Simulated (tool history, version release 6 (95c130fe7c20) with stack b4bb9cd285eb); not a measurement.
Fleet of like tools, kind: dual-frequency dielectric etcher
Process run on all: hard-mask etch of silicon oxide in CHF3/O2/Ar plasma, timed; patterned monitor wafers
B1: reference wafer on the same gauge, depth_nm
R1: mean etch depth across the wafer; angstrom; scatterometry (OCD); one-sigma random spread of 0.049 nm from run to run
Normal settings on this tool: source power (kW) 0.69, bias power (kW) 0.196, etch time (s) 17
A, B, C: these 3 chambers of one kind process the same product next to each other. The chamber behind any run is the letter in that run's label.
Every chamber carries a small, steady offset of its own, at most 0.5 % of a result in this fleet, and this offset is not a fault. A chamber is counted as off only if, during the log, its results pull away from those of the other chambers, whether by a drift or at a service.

Run 1A, hour 5: usual settings; B1 31.396. Result: R1 364.51 angstrom.
Run 2C, hour 10.4: usual settings; B1 31.389. Result: R1 366.29 angstrom.
Run 3B, hour 14.8: usual settings; B1 31.381. Result: R1 362.89 angstrom.
Run 4B, hour 18.8: usual settings; B1 31.376. Result: R1 363.56 angstrom.
Run 5A, hour 22.6: usual settings; B1 31.38. Result: R1 364.93 angstrom.
Run 6C, hour 27.6: usual settings; B1 31.364. Result: R1 366 angstrom.
Run 7B, hour 32.8: usual settings but etch time (s) 21.5; B1 31.355. Result: R1 461.29 angstrom.
Run 8A, hour 38.3: usual settings but etch time (s) 21.5; B1 31.352. Result: R1 462.83 angstrom.
Run 9C, hour 45: usual settings but etch time (s) 21.5; B1 31.343. Result: R1 462.08 angstrom.
Run 10B, hour 50.1: usual settings; B1 31.343. Result: R1 363.21 angstrom.
Run 11A, hour 56.4: usual settings; B1 31.345. Result: R1 363.08 angstrom.
Run 12C, hour 63.3: usual settings; B1 31.326. Result: R1 365 angstrom.
Run 13A, hour 69.5: usual settings but bias power (kW) 0.234; B1 31.326. Result: R1 387.49 angstrom.
Run 14C, hour 73.7: usual settings but bias power (kW) 0.234; B1 31.31. Result: R1 388.92 angstrom.
Run 15B, hour 79.1: usual settings but bias power (kW) 0.234; B1 31.322. Result: R1 386.65 angstrom.
Run 16A, hour 83.8: usual settings; B1 31.305. Result: R1 363.73 angstrom.
Run 17B, hour 87.4: usual settings; B1 31.32. Result: R1 362.22 angstrom.
Run 18C, hour 90.9: usual settings but etch time (s) 14; B1 31.305. Result: R1 300.38 angstrom.
Run 19C, hour 95.8: usual settings but etch time (s) 14; B1 31.3. Result: R1 301.06 angstrom.
Run 20A, hour 102.3: usual settings but etch time (s) 14; B1 31.293. Result: R1 299.84 angstrom.
Run 21B, hour 105.5: usual settings; B1 31.295. Result: R1 361.74 angstrom.
Run 22A, hour 109.4: usual settings; B1 31.287. Result: R1 363.8 angstrom.
Run 23B, hour 113.8: usual settings; B1 31.276. Result: R1 362.87 angstrom.
Run 24C, hour 118: usual settings; B1 31.27. Result: R1 364.42 angstrom.
Run 25A, hour 122.2: usual settings; B1 31.261. Result: R1 363.96 angstrom.
Run 26C, hour 127.2: usual settings; B1 31.261. Result: R1 364.79 angstrom.
At hour 128.2: chamber C: wet clean of the chamber.
Run 27B, hour 131.9: usual settings; B1 31.256. Result: R1 362.78 angstrom.
Run 28B, hour 138.5: usual settings; B1 31.253. Result: R1 361.35 angstrom.
Run 29C, hour 142.8: usual settings but source power (kW) 0.84; B1 31.246. Result: R1 393.33 angstrom.
Run 30A, hour 148: usual settings but source power (kW) 0.84; B1 31.249. Result: R1 392.3 angstrom.
Run 31A, hour 152.1: usual settings but source power (kW) 0.84; B1 31.231. Result: R1 392.31 angstrom.
Run 32C, hour 158.1: usual settings; B1 31.226. Result: R1 364.23 angstrom.

Is one chamber out of step, is the gauge drifting, or do the chambers differ by no more than their own small offsets? For an off chamber, give its letter and the likeliest cause.

Every chamber seems to shift together because the gauge that measures them all drifts; the chambers themselves are fine.
What lies behind it: gauge reads low (%) = 0.559.
